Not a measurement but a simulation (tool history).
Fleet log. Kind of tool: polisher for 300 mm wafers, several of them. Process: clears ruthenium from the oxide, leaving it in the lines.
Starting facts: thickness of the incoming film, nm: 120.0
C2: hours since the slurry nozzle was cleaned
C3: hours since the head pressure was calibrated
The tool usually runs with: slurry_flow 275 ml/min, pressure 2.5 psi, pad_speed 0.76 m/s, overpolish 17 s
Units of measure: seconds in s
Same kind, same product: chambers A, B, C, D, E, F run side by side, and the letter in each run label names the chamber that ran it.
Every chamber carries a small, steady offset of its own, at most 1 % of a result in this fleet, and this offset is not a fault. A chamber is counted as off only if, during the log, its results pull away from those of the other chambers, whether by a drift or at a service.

run 1D day=0.142 | slurry_flow=275 pressure=2.5 pad_speed=0.76 overpolish=17 | wafers_polished_on_this_pad=956 C2=270.4 C3=551.4 | seconds=105.41
run 2A day=0.312 | slurry_flow=275 pressure=2.5 pad_speed=0.76 overpolish=17 | wafers_polished_on_this_pad=298 C2=203.5 C3=83.4 | seconds=102.79
run 3B day=0.442 | slurry_flow=275 pressure=2.5 pad_speed=0.76 overpolish=17 | wafers_polished_on_this_pad=224 C2=468.5 C3=757.1 | seconds=105.56
run 4F day=0.538 | slurry_flow=275 pressure=2.5 pad_speed=0.76 overpolish=17 | wafers_polished_on_this_pad=254 C2=176.3 C3=615.1 | seconds=105.59
run 5E day=0.696 | slurry_flow=275 pressure=2.5 pad_speed=0.76 overpolish=17 | wafers_polished_on_this_pad=479 C2=32.5 C3=920.4 | seconds=104.06
run 6C day=0.867 | slurry_flow=275 pressure=2.5 pad_speed=0.76 overpolish=17 | wafers_polished_on_this_pad=416 C2=599.8 C3=1110.8 | seconds=105.27
run 7E day=0.988 | slurry_flow=310 pressure=2.8 pad_speed=0.76 overpolish=17 | wafers_polished_on_this_pad=558 C2=39.5 C3=927.4 | seconds=92.437
run 8C day=1.183 | slurry_flow=310 pressure=2.8 pad_speed=0.76 overpolish=17 | wafers_polished_on_this_pad=502 C2=607.4 C3=1118.4 | seconds=92.258
-- day=1.238 chamber D: worn pad replaced by a new one
-- day=1.254 chamber E: worn pad replaced by a new one
run 9F day=1.329 | slurry_flow=310 pressure=2.8 pad_speed=0.76 overpolish=17 | wafers_polished_on_this_pad=469 C2=195.3 C3=634.1 | seconds=93.116
run 10A day=1.512 | slurry_flow=310 pressure=2.8 pad_speed=0.76 overpolish=17 | wafers_polished_on_this_pad=623 C2=232.3 C3=112.2 | seconds=93.888
run 11B day=1.633 | slurry_flow=310 pressure=2.8 pad_speed=0.76 overpolish=17 | wafers_polished_on_this_pad=547 C2=497.1 C3=785.7 | seconds=94.474
-- day=1.738 chamber B: worn pad replaced by a new one
run 12D day=1.738 | slurry_flow=310 pressure=2.8 pad_speed=0.76 overpolish=17 | wafers_polished_on_this_pad=136 C2=308.7 C3=589.7 | seconds=91.63
run 13D day=1.9 | slurry_flow=275 pressure=2.5 pad_speed=0.58 overpolish=21 | wafers_polished_on_this_pad=180 C2=312.6 C3=593.6 | seconds=134.35
run 14B day=2.067 | slurry_flow=275 pressure=2.5 pad_speed=0.58 overpolish=21 | wafers_polished_on_this_pad=90 C2=507.5 C3=796.1 | seconds=136.34
run 15A day=2.175 | slurry_flow=275 pressure=2.5 pad_speed=0.58 overpolish=21 | wafers_polished_on_this_pad=803 C2=248.2 C3=128.1 | seconds=135.04
run 16F day=2.288 | slurry_flow=275 pressure=2.5 pad_speed=0.58 overpolish=21 | wafers_polished_on_this_pad=729 C2=218.3 C3=657.1 | seconds=138.9
-- day=2.417 chamber C: worn pad replaced by a new one
run 17E day=2.438 | slurry_flow=275 pressure=2.5 pad_speed=0.58 overpolish=21 | wafers_polished_on_this_pad=321 C2=74.3 C3=962.2 | seconds=138.98
-- day=2.446 chamber C: slurry nozzle cleaned
run 18C day=2.542 | slurry_flow=275 pressure=2.5 pad_speed=0.58 overpolish=21 | wafers_polished_on_this_pad=34 C2=2.3 C3=1151 | seconds=136.74
run 19E day=2.646 | slurry_flow=190 pressure=2.5 pad_speed=0.76 overpolish=9 | wafers_polished_on_this_pad=378 C2=79.3 C3=967.2 | seconds=108.65
run 20F day=2.804 | slurry_flow=190 pressure=2.5 pad_speed=0.76 overpolish=9 | wafers_polished_on_this_pad=869 C2=230.7 C3=669.5 | seconds=113.32
run 21A day=2.921 | slurry_flow=190 pressure=2.5 pad_speed=0.76 overpolish=9 | wafers_polished_on_this_pad=1006 C2=266.1 C3=146 | seconds=108.37
run 22C day=3.05 | slurry_flow=190 pressure=2.5 pad_speed=0.76 overpolish=9 | wafers_polished_on_this_pad=172 C2=14.5 C3=1163.2 | seconds=109.63
run 23B day=3.204 | slurry_flow=190 pressure=2.5 pad_speed=0.76 overpolish=9 | wafers_polished_on_this_pad=398 C2=534.8 C3=823.4 | seconds=108.63
-- day=3.242 chamber E: worn pad replaced by a new one
-- day=3.275 chamber A: worn pad replaced by a new one
run 24D day=3.333 | slurry_flow=190 pressure=2.5 pad_speed=0.76 overpolish=9 | wafers_polished_on_this_pad=569 C2=347 C3=628 | seconds=109.19
run 25F day=3.517 | slurry_flow=275 pressure=2.5 pad_speed=0.76 overpolish=17 | wafers_polished_on_this_pad=1062 C2=247.8 C3=686.6 | seconds=109.83
run 26C day=3.642 | slurry_flow=275 pressure=2.5 pad_speed=0.76 overpolish=17 | wafers_polished_on_this_pad=332 C2=28.7 C3=1177.4 | seconds=106.42
-- day=3.692 chamber B: worn pad replaced by a new one
run 27E day=3.821 | slurry_flow=275 pressure=2.5 pad_speed=0.76 overpolish=17 | wafers_polished_on_this_pad=157 C2=107.5 C3=995.4 | seconds=103.37
run 28D day=3.954 | slurry_flow=275 pressure=2.5 pad_speed=0.76 overpolish=17 | wafers_polished_on_this_pad=738 C2=361.9 C3=642.9 | seconds=103.58
run 29B day=4.05 | slurry_flow=275 pressure=2.5 pad_speed=0.76 overpolish=17 | wafers_polished_on_this_pad=97 C2=555.1 C3=843.7 | seconds=103.8
run 30A day=4.15 | slurry_flow=230 pressure=2.5 pad_speed=0.76 overpolish=13 | wafers_polished_on_this_pad=237 C2=295.6 C3=175.5 | seconds=107.31
run 31D day=4.3 | slurry_flow=230 pressure=2.5 pad_speed=0.76 overpolish=13 | wafers_polished_on_this_pad=831 C2=370.2 C3=651.2 | seconds=108.49
run 32F day=4.412 | slurry_flow=230 pressure=2.5 pad_speed=0.76 overpolish=13 | wafers_polished_on_this_pad=1305 C2=269.3 C3=708.1 | seconds=114.13
run 33B day=4.521 | slurry_flow=230 pressure=2.5 pad_speed=0.76 overpolish=13 | wafers_polished_on_this_pad=225 C2=566.4 C3=855 | seconds=107.54
-- day=4.7 chamber C: head pressure recalibrated
run 34C day=4.708 | slurry_flow=230 pressure=2.5 pad_speed=0.76 overpolish=13 | wafers_polished_on_this_pad=622 C2=54.3 C3=0.3 | seconds=107.41
run 35E day=4.821 | slurry_flow=230 pressure=2.5 pad_speed=0.76 overpolish=13 | wafers_polished_on_this_pad=429 C2=131.5 C3=1019.4 | seconds=106.64
run 36A day=4.942 | slurry_flow=275 pressure=2.5 pad_speed=0.76 overpolish=17 | wafers_polished_on_this_pad=452 C2=314.6 C3=194.5 | seconds=105.55

Is one chamber out of step, is the gauge drifting, or do the chambers differ by no more than their own small offsets? For an off chamber, give its letter and the likeliest cause.

Little by little, chamber F moves away from the other chambers.
Most likely cause: removal rate lost through wear of the pad, % = 7.29.
Not necessarily distinguishable in this log from: slurry flow missing at the pad, %; head's pressure below its setpoint, %.

Here are 4 candidates for chamber F's next run, each the usual settings with a change, their results left as question marks. Which one brings its results back in line with what the others give on the usual settings?
To be in line, a result may differ from the other chambers' mean on the usual settings by at most: seconds 3.7 s
run 37F-1 day=5.092 | slurry_flow=275 pressure=2.5 pad_speed=0.74 overpolish=17 | seconds=?
run 37F-2 day=5.092 | slurry_flow=275 pressure=2.6 pad_speed=0.8 overpolish=17 | seconds=?
run 37F-3 day=5.092 | slurry_flow=275 pressure=2.5 pad_speed=0.7 overpolish=17 | seconds=?
run 37F-4 day=5.092 | slurry_flow=340 pressure=2.5 pad_speed=0.76 overpolish=17 | seconds=?

On the usual settings, the other chambers give on average: seconds 104.91 s
run=37F-1 seconds=118.08
run=37F-2 seconds=105.05
run=37F-3 seconds=124.83
run=37F-4 seconds=112.59
Change 37F-2 lands the chamber within the allowed miss of the other chambers.

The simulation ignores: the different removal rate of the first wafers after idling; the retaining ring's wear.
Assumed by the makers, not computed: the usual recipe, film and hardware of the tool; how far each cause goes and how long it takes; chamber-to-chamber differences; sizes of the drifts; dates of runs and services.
